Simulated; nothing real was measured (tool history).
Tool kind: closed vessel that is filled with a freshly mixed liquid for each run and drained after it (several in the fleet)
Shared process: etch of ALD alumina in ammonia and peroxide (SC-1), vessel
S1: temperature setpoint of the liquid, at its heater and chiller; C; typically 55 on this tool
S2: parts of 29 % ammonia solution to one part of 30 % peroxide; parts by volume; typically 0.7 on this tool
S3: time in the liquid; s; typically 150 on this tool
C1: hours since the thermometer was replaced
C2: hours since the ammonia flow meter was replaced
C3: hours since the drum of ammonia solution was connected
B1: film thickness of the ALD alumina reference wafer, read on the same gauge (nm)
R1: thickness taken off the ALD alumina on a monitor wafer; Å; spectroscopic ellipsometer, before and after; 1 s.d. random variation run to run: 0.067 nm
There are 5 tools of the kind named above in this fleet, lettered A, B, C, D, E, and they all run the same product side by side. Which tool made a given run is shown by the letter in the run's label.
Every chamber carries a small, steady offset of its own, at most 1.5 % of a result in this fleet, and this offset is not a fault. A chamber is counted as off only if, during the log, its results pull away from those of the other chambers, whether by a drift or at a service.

Run 1C, hour 3: usual settings; C1 1090.8; C2 84.3; C3 968; B1 90.002. Result: R1 85.013 Å.
Run 2A, hour 8.7: usual settings; C1 1490.1; C2 2152.4; C3 638; B1 90.014. Result: R1 83.401 Å.
Run 3E, hour 14.7: usual settings; C1 593.5; C2 454; C3 386.6; B1 89.986. Result: R1 84.554 Å.
Run 4D, hour 17.7: usual settings; C1 1102.5; C2 1790.5; C3 539.5; B1 90.001. Result: R1 82.754 Å.
At hour 20: chamber C: new drum of ammonia solution connected.
Run 5B, hour 20.4: usual settings but S3 230 s; C1 163.3; C2 1957.7; C3 110.5; B1 90.006. Result: R1 126.26 Å.
Run 6E, hour 26.5: usual settings but S3 230 s; C1 605.3; C2 465.8; C3 398.4; B1 90.001. Result: R1 128.08 Å.
Run 7C, hour 29.7: usual settings but S3 230 s; C1 1117.5; C2 111; C3 9.7; B1 89.995. Result: R1 131.2 Å.
Run 8A, hour 35.9: usual settings but S3 230 s; C1 1517.3; C2 2179.6; C3 665.2; B1 89.997. Result: R1 125.42 Å.
Run 9B, hour 40: usual settings but S3 230 s; C1 182.9; C2 1977.3; C3 130.1; B1 90.018. Result: R1 126.74 Å.
Run 10D, hour 44.1: usual settings; C1 1128.9; C2 1816.9; C3 565.9; B1 90.001. Result: R1 82.7 Å.
Run 11A, hour 47.8: usual settings; C1 1529.2; C2 2191.5; C3 677.1; B1 90.011. Result: R1 83.453 Å.
Run 12E, hour 53.4: usual settings; C1 632.2; C2 492.7; C3 425.3; B1 90.022. Result: R1 82.894 Å.
Run 13D, hour 58.7: usual settings; C1 1143.5; C2 1831.5; C3 580.5; B1 90. Result: R1 84.068 Å.
Run 14C, hour 64.8: usual settings; C1 1152.6; C2 146.1; C3 44.8; B1 90.009. Result: R1 84.251 Å.
Run 15B, hour 70.8: usual settings; C1 213.7; C2 2008.1; C3 160.9; B1 89.991. Result: R1 81.79 Å.
Run 16B, hour 75.4: usual settings; C1 218.3; C2 2012.7; C3 165.5; B1 89.996. Result: R1 82.303 Å.
Run 17D, hour 79.5: usual settings but S1 64.5 C, S2 0.55 parts by volume; C1 1164.3; C2 1852.3; C3 601.3; B1 90.009. Result: R1 136.46 Å.
Run 18A, hour 85.4: usual settings but S1 64.5 C, S2 0.55 parts by volume; C1 1566.8; C2 2229.1; C3 714.7; B1 89.978. Result: R1 132.5 Å.
Run 19E, hour 88.2: usual settings but S1 64.5 C, S2 0.55 parts by volume; C1 667; C2 527.5; C3 460.1; B1 90.02. Result: R1 133.13 Å.
Run 20C, hour 92.1: usual settings but S1 64.5 C, S2 0.55 parts by volume; C1 1179.9; C2 173.4; C3 72.1; B1 90.012. Result: R1 135.93 Å.
Run 21E, hour 95.7: usual settings but S1 64.5 C, S2 0.55 parts by volume; C1 674.5; C2 535; C3 467.6; B1 90.001. Result: R1 131.63 Å.
Run 22C, hour 99.2: usual settings; C1 1187; C2 180.5; C3 79.2; B1 90.02. Result: R1 83.965 Å.
Run 23B, hour 104.7: usual settings but S1 62 C, S2 0.55 parts by volume; C1 247.6; C2 2042; C3 194.8; B1 89.988. Result: R1 115.9 Å.
Run 24A, hour 110.7: usual settings but S1 62 C, S2 0.55 parts by volume; C1 1592.1; C2 2254.4; C3 740; B1 89.993. Result: R1 116.81 Å.
Run 25D, hour 114.1: usual settings but S1 62 C, S2 0.55 parts by volume; C1 1198.9; C2 1886.9; C3 635.9; B1 89.965. Result: R1 121.61 Å.
Run 26A, hour 118.3: usual settings but S1 62 C, S2 0.55 parts by volume; C1 1599.7; C2 2262; C3 747.6; B1 90.014. Result: R1 115.04 Å.
Run 27C, hour 121.5: usual settings but S1 62 C, S2 0.55 parts by volume; C1 1209.3; C2 202.8; C3 101.5; B1 89.993. Result: R1 117.53 Å.
Run 28B, hour 125.4: usual settings; C1 268.3; C2 2062.7; C3 215.5; B1 89.988. Result: R1 82.955 Å.
Run 29D, hour 129.7: usual settings; C1 1214.5; C2 1902.5; C3 651.5; B1 90.015. Result: R1 86.837 Å.
Run 30E, hour 134.3: usual settings; C1 713.1; C2 573.6; C3 506.2; B1 90.005. Result: R1 83.604 Å.
Run 31A, hour 139.7: usual settings but S3 85 s; C1 1621.1; C2 2283.4; C3 769; B1 90.008. Result: R1 47.619 Å.
Run 32B, hour 143.6: usual settings but S3 85 s; C1 286.5; C2 2080.9; C3 233.7; B1 90.015. Result: R1 46.717 Å.
Run 33C, hour 147: usual settings but S3 85 s; C1 1234.8; C2 228.3; C3 127; B1 89.989. Result: R1 47.673 Å.
Run 34E, hour 153.2: usual settings but S3 85 s; C1 732; C2 592.5; C3 525.1; B1 89.985. Result: R1 47.684 Å.
Run 35D, hour 158.1: usual settings but S3 85 s; C1 1242.9; C2 1930.9; C3 679.9; B1 89.995. Result: R1 50.273 Å.
Run 36C, hour 161.4: usual settings; C1 1249.2; C2 242.7; C3 141.4; B1 90.003. Result: R1 83.752 Å.
Run 37A, hour 164.7: usual settings; C1 1646.1; C2 2308.4; C3 794; B1 89.998. Result: R1 81.745 Å.
Run 38B, hour 170: usual settings; C1 312.9; C2 2107.3; C3 260.1; B1 89.995. Result: R1 82.657 Å.
Run 39D, hour 175.8: usual settings; C1 1260.6; C2 1948.6; C3 697.6; B1 89.981. Result: R1 89.351 Å.

Does one chamber stand apart from the rest, does the shared gauge drift, or is all well apart from small per-chamber offsets? Give the chamber and the most likely cause, where there is one.

It is chamber D that slowly wanders off from its peers.
What lies behind it: liquid hotter than its thermometer reads (K) = 1.28.

Below are 4 candidate recipes for chamber D's next run, each the usual settings with a change, their results shown as question marks. Which of them brings D's results back in line with what the other chambers give on the usual settings?
Allowed miss from the other chambers' usual-settings mean, per result, to count as in line: R1 2.3 Å
Run 40D-1, hour 180.3: usual settings but S3 160 s. Result: R1 ?.
Run 40D-2, hour 180.3: usual settings but S1 54.5 C. Result: R1 ?.
Run 40D-3, hour 180.3: usual settings but S3 155 s. Result: R1 ?.
Run 40D-4, hour 180.3: usual settings but S3 140 s. Result: R1 ?.

Usual-settings mean across the other chambers: R1 83.298 Å
  run      R1
40D-1  95.853
40D-2   87.57
40D-3  92.857
40D-4  83.871
40D-4 brings the chamber back in line.
